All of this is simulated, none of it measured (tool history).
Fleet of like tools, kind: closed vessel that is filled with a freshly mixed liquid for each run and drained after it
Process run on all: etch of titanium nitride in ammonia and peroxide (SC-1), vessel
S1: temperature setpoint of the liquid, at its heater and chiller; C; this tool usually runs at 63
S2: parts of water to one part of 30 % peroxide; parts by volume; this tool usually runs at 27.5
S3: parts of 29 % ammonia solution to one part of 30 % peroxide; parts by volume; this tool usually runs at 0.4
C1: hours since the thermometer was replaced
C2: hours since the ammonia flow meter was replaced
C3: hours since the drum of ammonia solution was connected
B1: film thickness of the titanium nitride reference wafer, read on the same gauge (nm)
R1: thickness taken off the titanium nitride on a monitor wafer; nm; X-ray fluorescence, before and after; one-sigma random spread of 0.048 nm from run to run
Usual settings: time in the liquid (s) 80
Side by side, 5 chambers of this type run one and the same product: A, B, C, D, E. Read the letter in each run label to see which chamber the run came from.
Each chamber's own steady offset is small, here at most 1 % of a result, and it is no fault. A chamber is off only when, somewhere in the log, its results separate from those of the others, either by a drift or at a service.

Run 1E, hour 7.2: usual settings; C1 958.6; C2 504.2; C3 35.7; B1 69.997. Result: R1 7.0572 nm.
Run 2B, hour 20.9: usual settings; C1 1038.7; C2 665.9; C3 34.5; B1 70. Result: R1 7.0899 nm.
Run 3C, hour 27.3: usual settings; C1 1175.6; C2 181.3; C3 559.8; B1 69.987. Result: R1 7.194 nm.
Run 4D, hour 35.7: usual settings; C1 1585.7; C2 239.9; C3 250.6; B1 69.998. Result: R1 7.1121 nm.
Run 5A, hour 45.1: usual settings; C1 644.9; C2 866; C3 290.7; B1 69.998. Result: R1 7.1335 nm.
Run 6C, hour 57.1: usual settings; C1 1205.4; C2 211.1; C3 589.6; B1 70.009. Result: R1 7.0981 nm.
Run 7A, hour 65.4: usual settings; C1 665.2; C2 886.3; C3 311; B1 70.006. Result: R1 7.0427 nm.
Run 8B, hour 72.1: usual settings; C1 1089.9; C2 717.1; C3 85.7; B1 70. Result: R1 7.139 nm.
Run 9D, hour 84.1: usual settings but S1 70 C, S2 41 parts by volume; C1 1634.1; C2 288.3; C3 299; B1 70.015. Result: R1 8.792 nm.
Run 10E, hour 92.8: usual settings but S1 70 C, S2 41 parts by volume; C1 1044.2; C2 589.8; C3 121.3; B1 69.996. Result: R1 8.6344 nm.
Run 11A, hour 101.3: usual settings but S1 70 C, S2 41 parts by volume; C1 701.1; C2 922.2; C3 346.9; B1 69.978. Result: R1 8.806 nm.
At hour 108.4: chamber E: ammonia flow meter replaced.
Run 12B, hour 115: usual settings but S1 70 C, S2 41 parts by volume; C1 1132.8; C2 760; C3 128.6; B1 70.014. Result: R1 8.8682 nm.
Run 13E, hour 122.4: usual settings but S1 70 C, S2 41 parts by volume; C1 1073.8; C2 14; C3 150.9; B1 69.991. Result: R1 8.763 nm.
At hour 128: chamber A: new drum of ammonia solution connected.
Run 14C, hour 133.8: usual settings; C1 1282.1; C2 287.8; C3 666.3; B1 69.983. Result: R1 7.0986 nm.
Run 15D, hour 140.6: usual settings; C1 1690.6; C2 344.8; C3 355.5; B1 70.002. Result: R1 6.9206 nm.
Run 16A, hour 146.6: usual settings; C1 746.4; C2 967.5; C3 18.7; B1 70.007. Result: R1 7.1329 nm.
Run 17C, hour 154.6: usual settings; C1 1302.9; C2 308.6; C3 687.1; B1 69.996. Result: R1 7.13 nm.
At hour 157.2: chamber D: new drum of ammonia solution connected.
Run 18D, hour 164.4: usual settings; C1 1714.4; C2 368.6; C3 7.3; B1 70.002. Result: R1 6.8415 nm.
Run 19E, hour 174.1: usual settings; C1 1125.5; C2 65.7; C3 202.6; B1 69.991. Result: R1 6.9915 nm.
Run 20B, hour 182.1: usual settings; C1 1199.9; C2 827.1; C3 195.7; B1 69.994. Result: R1 7.1123 nm.
Run 21E, hour 192.5: usual settings but S1 70 C; C1 1143.9; C2 84.1; C3 221; B1 70.011. Result: R1 10.933 nm.
Run 22A, hour 203.2: usual settings but S1 70 C; C1 803; C2 1024.1; C3 75.3; B1 69.99. Result: R1 11.043 nm.
Run 23D, hour 215.7: usual settings but S1 70 C; C1 1765.7; C2 419.9; C3 58.6; B1 70.001. Result: R1 10.547 nm.
Run 24B, hour 225.2: usual settings but S1 70 C; C1 1243; C2 870.2; C3 238.8; B1 70.008. Result: R1 11.254 nm.
Run 25C, hour 233.7: usual settings but S1 70 C; C1 1382; C2 387.7; C3 766.2; B1 70.014. Result: R1 10.996 nm.
Run 26C, hour 239.6: usual settings; C1 1387.9; C2 393.6; C3 772.1; B1 70.009. Result: R1 7.1915 nm.
Run 27D, hour 247.5: usual settings; C1 1797.5; C2 451.7; C3 90.4; B1 70.012. Result: R1 6.7338 nm.
Run 28B, hour 253.9: usual settings; C1 1271.7; C2 898.9; C3 267.5; B1 70.01. Result: R1 7.1376 nm.
Run 29A, hour 263.3: usual settings; C1 863.1; C2 1084.2; C3 135.4; B1 70.01. Result: R1 7.1189 nm.
At hour 266.2: chamber B: thermometer replaced.
Run 30E, hour 269.8: usual settings; C1 1221.2; C2 161.4; C3 298.3; B1 70.003. Result: R1 7.0759 nm.
Run 31C, hour 276: usual settings; C1 1424.3; C2 430; C3 808.5; B1 69.993. Result: R1 7.101 nm.
Run 32D, hour 286.1: usual settings; C1 1836.1; C2 490.3; C3 129; B1 69.986. Result: R1 6.6639 nm.
Run 33A, hour 292.5: usual settings; C1 892.3; C2 1113.4; C3 164.6; B1 69.994. Result: R1 7.018 nm.
Run 34B, hour 301.4: usual settings; C1 35.2; C2 946.4; C3 315; B1 69.997. Result: R1 7.0611 nm.
Run 35E, hour 312: usual settings; C1 1263.4; C2 203.6; C3 340.5; B1 70.011. Result: R1 7.0286 nm.
Run 36C, hour 323.7: usual settings; C1 1472; C2 477.7; C3 856.2; B1 70.017. Result: R1 7.1327 nm.
Run 37A, hour 333.5: usual settings; C1 933.3; C2 1154.4; C3 205.6; B1 70.01. Result: R1 7.1435 nm.
Run 38B, hour 339.6: usual settings; C1 73.4; C2 984.6; C3 353.2; B1 70.011. Result: R1 7.1186 nm.
At hour 343.7: chamber C: new drum of ammonia solution connected.
Run 39E, hour 345.7: usual settings; C1 1297.1; C2 237.3; C3 374.2; B1 69.992. Result: R1 7.0461 nm.
Run 40D, hour 353.2: usual settings; C1 1903.2; C2 557.4; C3 196.1; B1 69.989. Result: R1 6.5151 nm.
Run 41C, hour 366.1: usual settings; C1 1514.4; C2 520.1; C3 22.5; B1 70.003. Result: R1 7.0614 nm.
Run 42D, hour 378.9: usual settings; C1 1928.9; C2 583.1; C3 221.8; B1 70.004. Result: R1 6.5277 nm.

All chambers now run identical settings, listed one chamber a line with results as question marks. What results will each chamber show?
Run 43A, hour 388.7: usual settings. Result: R1 ?.
Run 43B, hour 388.7: usual settings. Result: R1 ?.
Run 43C, hour 388.7: usual settings. Result: R1 ?.
Run 43D, hour 388.7: usual settings. Result: R1 ?.
Run 43E, hour 388.7: usual settings. Result: R1 ?.

run      R1
43A  7.1607
43B  7.1119
43C  7.0599
43D  6.5259
43E  7.0852

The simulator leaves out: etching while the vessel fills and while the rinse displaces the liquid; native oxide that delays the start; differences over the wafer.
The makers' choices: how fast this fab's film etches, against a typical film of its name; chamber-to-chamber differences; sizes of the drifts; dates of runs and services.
